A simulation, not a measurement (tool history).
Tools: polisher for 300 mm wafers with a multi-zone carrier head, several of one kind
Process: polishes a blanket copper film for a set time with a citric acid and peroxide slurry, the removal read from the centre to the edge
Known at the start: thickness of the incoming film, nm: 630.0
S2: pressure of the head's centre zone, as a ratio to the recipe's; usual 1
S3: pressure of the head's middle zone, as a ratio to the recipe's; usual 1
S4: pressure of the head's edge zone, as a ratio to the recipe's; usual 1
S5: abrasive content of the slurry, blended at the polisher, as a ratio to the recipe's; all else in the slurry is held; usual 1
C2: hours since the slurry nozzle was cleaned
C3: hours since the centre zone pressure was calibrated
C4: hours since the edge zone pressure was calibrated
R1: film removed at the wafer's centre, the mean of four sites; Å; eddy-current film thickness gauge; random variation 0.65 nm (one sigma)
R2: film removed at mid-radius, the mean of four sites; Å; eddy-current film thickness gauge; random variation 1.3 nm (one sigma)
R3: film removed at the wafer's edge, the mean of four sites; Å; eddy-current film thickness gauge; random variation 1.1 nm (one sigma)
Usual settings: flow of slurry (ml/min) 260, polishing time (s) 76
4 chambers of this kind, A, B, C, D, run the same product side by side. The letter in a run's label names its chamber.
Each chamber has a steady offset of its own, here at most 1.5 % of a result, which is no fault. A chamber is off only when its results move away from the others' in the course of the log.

{"day": 0.317, "done": "chamber D: worn pad replaced by a new one"}
{"run": "1C", "day": 0.5, "flow of slurry (ml/min)": 260, "S2": 1, "S3": 1, "S4": 1, "S5": 1, "polishing time (s)": 76, "wafers polished on this pad": 599, "C2": 160.4, "C3": 426.6, "C4": 67.7, "R1": 947.56, "R2": 935.58, "R3": 925.4}
{"run": "2D", "day": 0.933, "flow of slurry (ml/min)": 260, "S2": 1, "S3": 1, "S4": 1, "S5": 1, "polishing time (s)": 76, "wafers polished on this pad": 118, "C2": 134.1, "C3": 761.1, "C4": 61.7, "R1": 927.34, "R2": 924.54, "R3": 936.9}
{"run": "3B", "day": 1.254, "flow of slurry (ml/min)": 260, "S2": 1, "S3": 1, "S4": 1, "S5": 1, "polishing time (s)": 76, "wafers polished on this pad": 727, "C2": 96.3, "C3": 93.9, "C4": 120.5, "R1": 939.35, "R2": 939.65, "R3": 959.37}
{"day": 1.4, "done": "chamber B: worn pad replaced by a new one"}
{"run": "4A", "day": 1.6, "flow of slurry (ml/min)": 260, "S2": 1, "S3": 1, "S4": 1, "S5": 1, "polishing time (s)": 76, "wafers polished on this pad": 1449, "C2": 421.4, "C3": 649.3, "C4": 655.6, "R1": 952.39, "R2": 940.64, "R3": 945.89}
{"day": 1.683, "done": "chamber A: worn pad replaced by a new one"}
{"run": "5A", "day": 2.021, "flow of slurry (ml/min)": 260, "S2": 1, "S3": 1, "S4": 1, "S5": 1, "polishing time (s)": 76, "wafers polished on this pad": 65, "C2": 431.5, "C3": 659.4, "C4": 665.7, "R1": 944.28, "R2": 935.69, "R3": 929.11}
{"run": "6B", "day": 2.45, "flow of slurry (ml/min)": 260, "S2": 1, "S3": 1, "S4": 1, "S5": 1, "polishing time (s)": 76, "wafers polished on this pad": 202, "C2": 125, "C3": 122.6, "C4": 149.2, "R1": 926.28, "R2": 941.97, "R3": 938.18}
{"day": 2.454, "done": "chamber D: centre zone pressure recalibrated"}
{"day": 2.65, "done": "chamber C: slurry nozzle cleaned"}
{"run": "7D", "day": 2.779, "flow of slurry (ml/min)": 290, "S2": 1, "S3": 1, "S4": 1, "S5": 1, "polishing time (s)": 76, "wafers polished on this pad": 473, "C2": 178.4, "C3": 7.9, "C4": 106, "R1": 931.15, "R2": 946.1, "R3": 964.17}
{"day": 2.925, "done": "chamber C: worn pad replaced by a new one"}
{"run": "8C", "day": 3.0, "flow of slurry (ml/min)": 290, "S2": 1, "S3": 1, "S4": 1, "S5": 1, "polishing time (s)": 76, "wafers polished on this pad": 14, "C2": 8.5, "C3": 486.6, "C4": 127.7, "R1": 947.44, "R2": 937.57, "R3": 937.92}
{"run": "9A", "day": 3.354, "flow of slurry (ml/min)": 290, "S2": 1, "S3": 1, "S4": 1, "S5": 1, "polishing time (s)": 76, "wafers polished on this pad": 321, "C2": 463.5, "C3": 691.4, "C4": 697.7, "R1": 946.88, "R2": 953.12, "R3": 944.24}
{"run": "10D", "day": 3.571, "flow of slurry (ml/min)": 290, "S2": 1, "S3": 1, "S4": 1, "S5": 1, "polishing time (s)": 76, "wafers polished on this pad": 625, "C2": 197.4, "C3": 26.9, "C4": 125, "R1": 940.1, "R2": 974.74, "R3": 951.72}
{"run": "11B", "day": 3.95, "flow of slurry (ml/min)": 260, "S2": 0.88, "S3": 1, "S4": 1, "S5": 1, "polishing time (s)": 76, "wafers polished on this pad": 490, "C2": 161, "C3": 158.6, "C4": 185.2, "R1": 808.94, "R2": 929.14, "R3": 936.97}
{"run": "12C", "day": 4.325, "flow of slurry (ml/min)": 260, "S2": 0.88, "S3": 1, "S4": 1, "S5": 1, "polishing time (s)": 76, "wafers polished on this pad": 269, "C2": 40.3, "C3": 518.4, "C4": 159.5, "R1": 825.96, "R2": 925.25, "R3": 925.38}
{"run": "13A", "day": 4.608, "flow of slurry (ml/min)": 260, "S2": 0.88, "S3": 1, "S4": 1, "S5": 1, "polishing time (s)": 76, "wafers polished on this pad": 562, "C2": 493.6, "C3": 721.5, "C4": 727.8, "R1": 805.76, "R2": 934.49, "R3": 947.91}
{"run": "14B", "day": 4.958, "flow of slurry (ml/min)": 260, "S2": 0.88, "S3": 1, "S4": 1, "S5": 1, "polishing time (s)": 76, "wafers polished on this pad": 684, "C2": 185.2, "C3": 182.8, "C4": 209.4, "R1": 808.39, "R2": 944.82, "R3": 926.1}
{"day": 5.129, "done": "chamber B: worn pad replaced by a new one"}
{"run": "15C", "day": 5.217, "flow of slurry (ml/min)": 260, "S2": 1, "S3": 1, "S4": 1, "S5": 1, "polishing time (s)": 76, "wafers polished on this pad": 440, "C2": 61.7, "C3": 539.8, "C4": 180.9, "R1": 932.59, "R2": 950.68, "R3": 927.9}
{"day": 5.346, "done": "chamber D: slurry nozzle cleaned"}
{"run": "16D", "day": 5.538, "flow of slurry (ml/min)": 260, "S2": 1, "S3": 1, "S4": 1, "S5": 1, "polishing time (s)": 76, "wafers polished on this pad": 1003, "C2": 4.6, "C3": 74.1, "C4": 172.2, "R1": 928.86, "R2": 941.88, "R3": 948.55}
{"run": "17C", "day": 5.758, "flow of slurry (ml/min)": 260, "S2": 1, "S3": 1, "S4": 1, "S5": 1, "polishing time (s)": 76, "wafers polished on this pad": 544, "C2": 74.7, "C3": 552.8, "C4": 193.9, "R1": 946.59, "R2": 931.9, "R3": 928.15}
{"run": "18A", "day": 6.167, "flow of slurry (ml/min)": 260, "S2": 1, "S3": 1, "S4": 1, "S5": 1, "polishing time (s)": 76, "wafers polished on this pad": 861, "C2": 531, "C3": 758.9, "C4": 765.2, "R1": 928.22, "R2": 906.39, "R3": 943.34}
{"run": "19D", "day": 6.45, "flow of slurry (ml/min)": 315, "S2": 1, "S3": 1, "S4": 1, "S5": 1, "polishing time (s)": 96, "wafers polished on this pad": 1178, "C2": 26.5, "C3": 96, "C4": 194.1, "R1": 1203.2, "R2": 1209.3, "R3": 1216.2}
{"run": "20B", "day": 6.888, "flow of slurry (ml/min)": 315, "S2": 1, "S3": 1, "S4": 1, "S5": 1, "polishing time (s)": 96, "wafers polished on this pad": 338, "C2": 231.5, "C3": 229.1, "C4": 255.7, "R1": 1182.9, "R2": 1137.4, "R3": 1202.2}
{"run": "21B", "day": 7.217, "flow of slurry (ml/min)": 315, "S2": 1, "S3": 1, "S4": 1, "S5": 1, "polishing time (s)": 96, "wafers polished on this pad": 401, "C2": 239.4, "C3": 237, "C4": 263.6, "R1": 1193.6, "R2": 1171.5, "R3": 1209.2}
{"day": 7.238, "done": "chamber D: worn pad replaced by a new one"}
{"run": "22A", "day": 7.625, "flow of slurry (ml/min)": 315, "S2": 1, "S3": 1, "S4": 1, "S5": 1, "polishing time (s)": 96, "wafers polished on this pad": 1142, "C2": 566, "C3": 793.9, "C4": 800.2, "R1": 1210.2, "R2": 1224.1, "R3": 1202.5}
{"day": 7.7, "done": "chamber A: worn pad replaced by a new one"}
{"run": "23D", "day": 8.104, "flow of slurry (ml/min)": 260, "S2": 1, "S3": 1, "S4": 1, "S5": 1, "polishing time (s)": 76, "wafers polished on this pad": 167, "C2": 66.2, "C3": 135.7, "C4": 233.8, "R1": 916.05, "R2": 941.26, "R3": 935.01}
{"day": 8.317, "done": "chamber A: slurry nozzle cleaned"}
{"run": "24C", "day": 8.388, "flow of slurry (ml/min)": 260, "S2": 1, "S3": 1, "S4": 1, "S5": 1, "polishing time (s)": 76, "wafers polished on this pad": 1050, "C2": 137.8, "C3": 615.9, "C4": 257, "R1": 942.88, "R2": 954.16, "R3": 922.69}
{"run": "25B", "day": 8.621, "flow of slurry (ml/min)": 260, "S2": 1, "S3": 1, "S4": 1, "S5": 1, "polishing time (s)": 76, "wafers polished on this pad": 671, "C2": 273.1, "C3": 270.7, "C4": 297.3, "R1": 905.84, "R2": 884.9, "R3": 943.63}
{"day": 8.667, "done": "chamber B: worn pad replaced by a new one"}
{"run": "26A", "day": 8.933, "flow of slurry (ml/min)": 260, "S2": 1, "S3": 1, "S4": 1, "S5": 1, "polishing time (s)": 76, "wafers polished on this pad": 236, "C2": 14.9, "C3": 825.3, "C4": 831.6, "R1": 949.79, "R2": 951.06, "R3": 950.03}
{"day": 9.329, "done": "chamber C: worn pad replaced by a new one"}
{"run": "27D", "day": 9.425, "flow of slurry (ml/min)": 260, "S2": 1, "S3": 1, "S4": 0.9, "S5": 1, "polishing time (s)": 99, "wafers polished on this pad": 420, "C2": 97.9, "C3": 167.4, "C4": 265.5, "R1": 1222.8, "R2": 1208.5, "R3": 1168.6}
{"run": "28C", "day": 9.883, "flow of slurry (ml/min)": 260, "S2": 1, "S3": 1, "S4": 0.9, "S5": 1, "polishing time (s)": 99, "wafers polished on this pad": 107, "C2": 173.7, "C3": 651.8, "C4": 292.9, "R1": 1239, "R2": 1193, "R3": 1142.6}
{"run": "29A", "day": 10.254, "flow of slurry (ml/min)": 260, "S2": 1, "S3": 1, "S4": 0.9, "S5": 1, "polishing time (s)": 99, "wafers polished on this pad": 490, "C2": 46.6, "C3": 857, "C4": 863.3, "R1": 1223.9, "R2": 1198.6, "R3": 1159.7}
{"run": "30B", "day": 10.592, "flow of slurry (ml/min)": 260, "S2": 1, "S3": 1, "S4": 0.9, "S5": 1, "polishing time (s)": 99, "wafers polished on this pad": 370, "C2": 320.4, "C3": 318, "C4": 344.6, "R1": 1158.6, "R2": 1185.2, "R3": 1122}
{"run": "31D", "day": 10.896, "flow of slurry (ml/min)": 260, "S2": 1, "S3": 1, "S4": 1, "S5": 1, "polishing time (s)": 76, "wafers polished on this pad": 703, "C2": 133.2, "C3": 202.7, "C4": 300.8, "R1": 925.32, "R2": 935.99, "R3": 943.09}
{"run": "32C", "day": 11.254, "flow of slurry (ml/min)": 260, "S2": 1, "S3": 1, "S4": 1, "S5": 1, "polishing time (s)": 76, "wafers polished on this pad": 370, "C2": 206.6, "C3": 684.7, "C4": 325.8, "R1": 952.44, "R2": 927.24, "R3": 958.66}

All 4 chambers run these settings next. Forecast each chamber's results:
{"run": "33A", "day": 11.617, "flow of slurry (ml/min)": 210, "S2": 1, "S3": 1, "S4": 1, "S5": 1, "polishing time (s)": 76, "R1": "?", "R2": "?", "R3": "?"}
{"run": "33B", "day": 11.617, "flow of slurry (ml/min)": 210, "S2": 1, "S3": 1, "S4": 1, "S5": 1, "polishing time (s)": 76, "R1": "?", "R2": "?", "R3": "?"}
{"run": "33C", "day": 11.617, "flow of slurry (ml/min)": 210, "S2": 1, "S3": 1, "S4": 1, "S5": 1, "polishing time (s)": 76, "R1": "?", "R2": "?", "R3": "?"}
{"run": "33D", "day": 11.617, "flow of slurry (ml/min)": 210, "S2": 1, "S3": 1, "S4": 1, "S5": 1, "polishing time (s)": 76, "R1": "?", "R2": "?", "R3": "?"}

run=33A R1=905.99 R2=936.13 R3=919.79
run=33B R1=857.75 R2=837.68 R3=887.72
run=33C R1=917.03 R2=918.53 R3=932.64
run=33D R1=913.85 R2=908.68 R3=926.68
